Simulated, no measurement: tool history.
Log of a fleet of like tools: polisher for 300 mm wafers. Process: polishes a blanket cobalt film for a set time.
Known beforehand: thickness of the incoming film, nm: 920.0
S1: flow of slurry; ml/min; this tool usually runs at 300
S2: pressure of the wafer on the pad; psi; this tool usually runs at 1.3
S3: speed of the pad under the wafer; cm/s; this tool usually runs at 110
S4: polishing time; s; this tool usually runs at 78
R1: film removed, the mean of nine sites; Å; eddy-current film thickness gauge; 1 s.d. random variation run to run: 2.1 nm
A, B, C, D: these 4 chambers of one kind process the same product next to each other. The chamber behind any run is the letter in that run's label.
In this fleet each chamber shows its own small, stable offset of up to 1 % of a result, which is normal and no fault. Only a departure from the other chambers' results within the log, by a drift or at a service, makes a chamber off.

| run | hour | S1 | S2 | S3 | S4 | R1 |
|---|---|---|---|---|---|---|
|  | 1.7 | chamber A: worn pad replaced by a new one |
|  | 4.5 | chamber D: worn pad replaced by a new one |
|  | 5.4 | chamber B: worn pad replaced by a new one |
|  | 9.6 | chamber C: worn pad replaced by a new one |
| 1A | 10.0 | 300 | 1.3 | 110 | 78 | 2321.6 |
| 2D | 18.4 | 300 | 1.3 | 110 | 78 | 2327.1 |
| 3C | 27.6 | 300 | 1.3 | 110 | 78 | 2390.9 |
|  | 29.4 | chamber A: slurry nozzle cleaned |
| 4B | 37.0 | 300 | 1.3 | 110 | 78 | 2360.0 |
| 5A | 48.3 | 300 | 1.3 | 110 | 78 | 2277.4 |
| 6B | 59.3 | 300 | 1.3 | 110 | 78 | 2359.2 |
| 7C | 65.1 | 300 | 1.3 | 110 | 78 | 2350.4 |
| 8D | 73.0 | 300 | 1.3 | 110 | 78 | 2340.9 |
|  | 76.3 | chamber B: worn pad replaced by a new one |
| 9A | 82.9 | 300 | 1.3 | 110 | 78 | 2363.6 |
|  | 84.2 | chamber B: slurry nozzle cleaned |
| 10B | 93.9 | 300 | 1.3 | 110 | 88 | 2642.5 |
|  | 97.2 | chamber A: worn pad replaced by a new one |
| 11D | 100.2 | 300 | 1.3 | 110 | 88 | 2613.8 |
|  | 104.5 | chamber C: worn pad replaced by a new one |
| 12C | 109.4 | 300 | 1.3 | 110 | 88 | 2697.6 |
| 13B | 117.1 | 300 | 1.3 | 110 | 88 | 2679.7 |
| 14C | 124.9 | 300 | 1.3 | 110 | 78 | 2366.4 |
| 15A | 134.0 | 300 | 1.3 | 110 | 78 | 2350.9 |
|  | 137.5 | chamber B: worn pad replaced by a new one |
|  | 137.6 | chamber D: worn pad replaced by a new one |
| 16D | 145.3 | 300 | 1.3 | 110 | 78 | 2287.9 |
| 17A | 151.9 | 300 | 1.3 | 110 | 78 | 2352.9 |
| 18D | 159.4 | 300 | 1.3 | 110 | 78 | 2287.6 |
| 19C | 165.9 | 300 | 1.3 | 110 | 78 | 2343.9 |
| 20B | 171.2 | 300 | 1.3 | 138 | 58 | 2190.7 |
|  | 176.6 | chamber A: worn pad replaced by a new one |
| 21D | 181.5 | 300 | 1.3 | 138 | 58 | 2139.5 |
| 22B | 188.3 | 300 | 1.3 | 138 | 58 | 2200.3 |
| 23C | 194.1 | 300 | 1.3 | 138 | 58 | 2220.4 |
|  | 198.9 | chamber B: worn pad replaced by a new one |
| 24A | 205.8 | 300 | 1.3 | 110 | 78 | 2364.7 |
| 25A | 216.1 | 365 | 1.3 | 110 | 60 | 1835.1 |
|  | 218.6 | chamber C: worn pad replaced by a new one |
| 26B | 224.3 | 365 | 1.3 | 110 | 60 | 1834.8 |
| 27D | 231.4 | 365 | 1.3 | 110 | 60 | 1689.2 |
| 28C | 238.7 | 365 | 1.3 | 110 | 60 | 1842.0 |
|  | 238.8 | chamber C: slurry nozzle cleaned |
| 29D | 246.5 | 300 | 1.3 | 110 | 78 | 2151.0 |
|  | 249.0 | chamber A: slurry nozzle cleaned |
|  | 251.7 | chamber A: worn pad replaced by a new one |
|  | 254.1 | chamber B: worn pad replaced by a new one |
| 30A | 254.6 | 300 | 1.3 | 110 | 78 | 2322.2 |
| 31B | 262.5 | 300 | 1.3 | 110 | 78 | 2340.9 |
|  | 262.8 | chamber D: worn pad replaced by a new one |
| 32C | 268.6 | 300 | 1.3 | 110 | 78 | 2410.4 |
| 33A | 276.5 | 300 | 1.3 | 110 | 78 | 2324.7 |
| 34D | 286.1 | 300 | 1.3 | 110 | 78 | 2149.0 |
| 35B | 296.8 | 300 | 1.3 | 110 | 78 | 2351.5 |

All chambers now run identical settings, listed one chamber a line with results as question marks. What results will each chamber show?
| 36A | 305.3 | 300 | 1.3 | 110 | 78 | ? |
| 36B | 305.3 | 300 | 1.3 | 110 | 78 | ? |
| 36C | 305.3 | 300 | 1.3 | 110 | 78 | ? |
| 36D | 305.3 | 300 | 1.3 | 110 | 78 | ? |

| run | R1 |
|---|---|
| 36A | 2319.4 |
| 36B | 2327.2 |
| 36C | 2369.5 |
| 36D | 2142.6 |
